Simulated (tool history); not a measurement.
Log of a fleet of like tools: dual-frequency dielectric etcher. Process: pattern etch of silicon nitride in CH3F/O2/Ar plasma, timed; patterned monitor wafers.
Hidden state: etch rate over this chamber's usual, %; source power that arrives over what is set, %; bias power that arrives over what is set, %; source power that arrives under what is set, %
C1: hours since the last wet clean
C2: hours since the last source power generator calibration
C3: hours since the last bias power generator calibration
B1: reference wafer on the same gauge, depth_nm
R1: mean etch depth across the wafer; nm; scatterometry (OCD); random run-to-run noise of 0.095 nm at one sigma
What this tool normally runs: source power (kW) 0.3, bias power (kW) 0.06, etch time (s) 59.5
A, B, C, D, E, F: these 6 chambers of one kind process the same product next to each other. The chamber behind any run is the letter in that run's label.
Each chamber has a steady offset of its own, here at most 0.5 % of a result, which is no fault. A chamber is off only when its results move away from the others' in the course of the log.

Run 1A, hour 8.7: usual settings; C1 186.9; C2 1754.8; C3 4117.7; B1 38.787. Result: R1 35.059 nm.
Run 2B, hour 21.4: usual settings; C1 338.5; C2 1635.6; C3 831.3; B1 38.809. Result: R1 35.052 nm.
Run 3E, hour 33.9: usual settings; C1 172.7; C2 1723.1; C3 1678.4; B1 38.795. Result: R1 35.325 nm.
Run 4F, hour 42.4: usual settings; C1 144; C2 563; C3 2542.8; B1 38.802. Result: R1 35.265 nm.
Run 5C, hour 49.4: usual settings; C1 149.1; C2 1290.1; C3 865.8; B1 38.804. Result: R1 35.288 nm.
Run 6D, hour 57.1: usual settings; C1 107; C2 1668.6; C3 2378.3; B1 38.798. Result: R1 35.116 nm.
Run 7B, hour 65.1: usual settings; C1 382.2; C2 1679.3; C3 875; B1 38.799. Result: R1 35.037 nm.
Run 8A, hour 74.8: usual settings; C1 253; C2 1820.9; C3 4183.8; B1 38.793. Result: R1 35.125 nm.
Run 9C, hour 86: usual settings; C1 185.7; C2 1326.7; C3 902.4; B1 38.795. Result: R1 35.229 nm.
Run 10F, hour 98.4: usual settings; C1 200; C2 619; C3 2598.8; B1 38.806. Result: R1 34.893 nm.
Run 11E, hour 106.3: usual settings but source power (kW) 0.35; C1 245.1; C2 1795.5; C3 1750.8; B1 38.81. Result: R1 37.291 nm.
Run 12D, hour 116.6: usual settings but source power (kW) 0.35; C1 166.5; C2 1728.1; C3 2437.8; B1 38.835. Result: R1 37.281 nm.
Run 13E, hour 126.1: usual settings but source power (kW) 0.35; C1 264.9; C2 1815.3; C3 1770.6; B1 38.801. Result: R1 37.455 nm.
Run 14B, hour 135.4: usual settings but source power (kW) 0.35; C1 452.5; C2 1749.6; C3 945.3; B1 38.814. Result: R1 37.129 nm.
Run 15F, hour 143: usual settings but source power (kW) 0.35; C1 244.6; C2 663.6; C3 2643.4; B1 38.803. Result: R1 37.19 nm.
Run 16C, hour 154.8: usual settings but source power (kW) 0.35; C1 254.5; C2 1395.5; C3 971.2; B1 38.789. Result: R1 37.416 nm.
Run 17D, hour 167.2: usual settings but source power (kW) 0.35; C1 217.1; C2 1778.7; C3 2488.4; B1 38.82. Result: R1 37.468 nm.
Run 18A, hour 173.1: usual settings but source power (kW) 0.35; C1 351.3; C2 1919.2; C3 4282.1; B1 38.807. Result: R1 37.148 nm.
Run 19E, hour 181.4: usual settings but source power (kW) 0.35; C1 320.2; C2 1870.6; C3 1825.9; B1 38.829. Result: R1 37.435 nm.
Run 20F, hour 189.1: usual settings but source power (kW) 0.35; C1 290.7; C2 709.7; C3 2689.5; B1 38.823. Result: R1 37.264 nm.
At hour 195.6: chamber B: wet clean of the chamber.
At hour 200: chamber A: wet clean of the chamber.
Run 21A, hour 200.7: usual settings but source power (kW) 0.35; C1 0.7; C2 1946.8; C3 4309.7; B1 38.781. Result: R1 37.446 nm.
Run 22C, hour 210.8: usual settings but source power (kW) 0.35; C1 310.5; C2 1451.5; C3 1027.2; B1 38.798. Result: R1 37.437 nm.
Run 23B, hour 220.1: usual settings; C1 24.6; C2 1834.3; C3 1030; B1 38.807. Result: R1 35.115 nm.
Run 24D, hour 225.7: usual settings but bias power (kW) 0.066, etch time (s) 74.5; C1 275.6; C2 1837.2; C3 2546.9; B1 38.777. Result: R1 45.523 nm.
Run 25D, hour 237.7: usual settings but bias power (kW) 0.066, etch time (s) 74.5; C1 287.6; C2 1849.2; C3 2558.9; B1 38.801. Result: R1 45.487 nm.
Run 26C, hour 246.5: usual settings but bias power (kW) 0.066, etch time (s) 74.5; C1 346.2; C2 1487.2; C3 1062.9; B1 38.792. Result: R1 45.291 nm.
At hour 249.7: chamber F: wet clean of the chamber.
Run 27B, hour 252.2: usual settings but bias power (kW) 0.066, etch time (s) 74.5; C1 56.7; C2 1866.4; C3 1062.1; B1 38.801. Result: R1 45.542 nm.
Run 28F, hour 264.1: usual settings but bias power (kW) 0.066, etch time (s) 74.5; C1 14.4; C2 784.7; C3 2764.5; B1 38.808. Result: R1 45.439 nm.
Run 29E, hour 269.9: usual settings but bias power (kW) 0.066, etch time (s) 74.5; C1 408.7; C2 1959.1; C3 1914.4; B1 38.822. Result: R1 45.855 nm.
Run 30A, hour 282.3: usual settings; C1 82.3; C2 2028.4; C3 4391.3; B1 38.812. Result: R1 35.056 nm.
Run 31F, hour 294: usual settings; C1 44.3; C2 814.6; C3 2794.4; B1 38.819. Result: R1 35.083 nm.
Run 32E, hour 306: usual settings but source power (kW) 0.36, bias power (kW) 0.047; C1 444.8; C2 1995.2; C3 1950.5; B1 38.784. Result: R1 35.085 nm.
Run 33B, hour 312.5: usual settings but source power (kW) 0.36, bias power (kW) 0.047; C1 117; C2 1926.7; C3 1122.4; B1 38.789. Result: R1 34.986 nm.
Run 34A, hour 324.9: usual settings but source power (kW) 0.36, bias power (kW) 0.047; C1 124.9; C2 2071; C3 4433.9; B1 38.805. Result: R1 34.708 nm.
At hour 333.6: chamber C: wet clean of the chamber.
Run 35C, hour 336.5: usual settings but source power (kW) 0.36, bias power (kW) 0.047; C1 2.9; C2 1577.2; C3 1152.9; B1 38.77. Result: R1 34.861 nm.
Run 36D, hour 343.4: usual settings but source power (kW) 0.36, bias power (kW) 0.047; C1 393.3; C2 1954.9; C3 2664.6; B1 38.799. Result: R1 34.736 nm.
Run 37F, hour 353.8: usual settings but source power (kW) 0.36, bias power (kW) 0.047; C1 104.1; C2 874.4; C3 2854.2; B1 38.808. Result: R1 34.753 nm.
Run 38D, hour 361: usual settings; C1 410.9; C2 1972.5; C3 2682.2; B1 38.78. Result: R1 35.13 nm.
Run 39A, hour 372: usual settings; C1 172; C2 2118.1; C3 4481; B1 38.777. Result: R1 35.09 nm.
Run 40B, hour 381.8: usual settings; C1 186.3; C2 1996; C3 1191.7; B1 38.813. Result: R1 35.127 nm.

All chambers now run identical settings, listed one chamber a line with results as question marks. What results will each chamber show?
Run 41A, hour 390.9: usual settings but source power (kW) 0.27. Result: R1 ?.
Run 41B, hour 390.9: usual settings but source power (kW) 0.27. Result: R1 ?.
Run 41C, hour 390.9: usual settings but source power (kW) 0.27. Result: R1 ?.
Run 41D, hour 390.9: usual settings but source power (kW) 0.27. Result: R1 ?.
Run 41E, hour 390.9: usual settings but source power (kW) 0.27. Result: R1 ?.
Run 41F, hour 390.9: usual settings but source power (kW) 0.27. Result: R1 ?.

run      R1
41A  33.978
41B  33.912
41C  33.764
41D   33.75
41E  34.424
41F  33.713
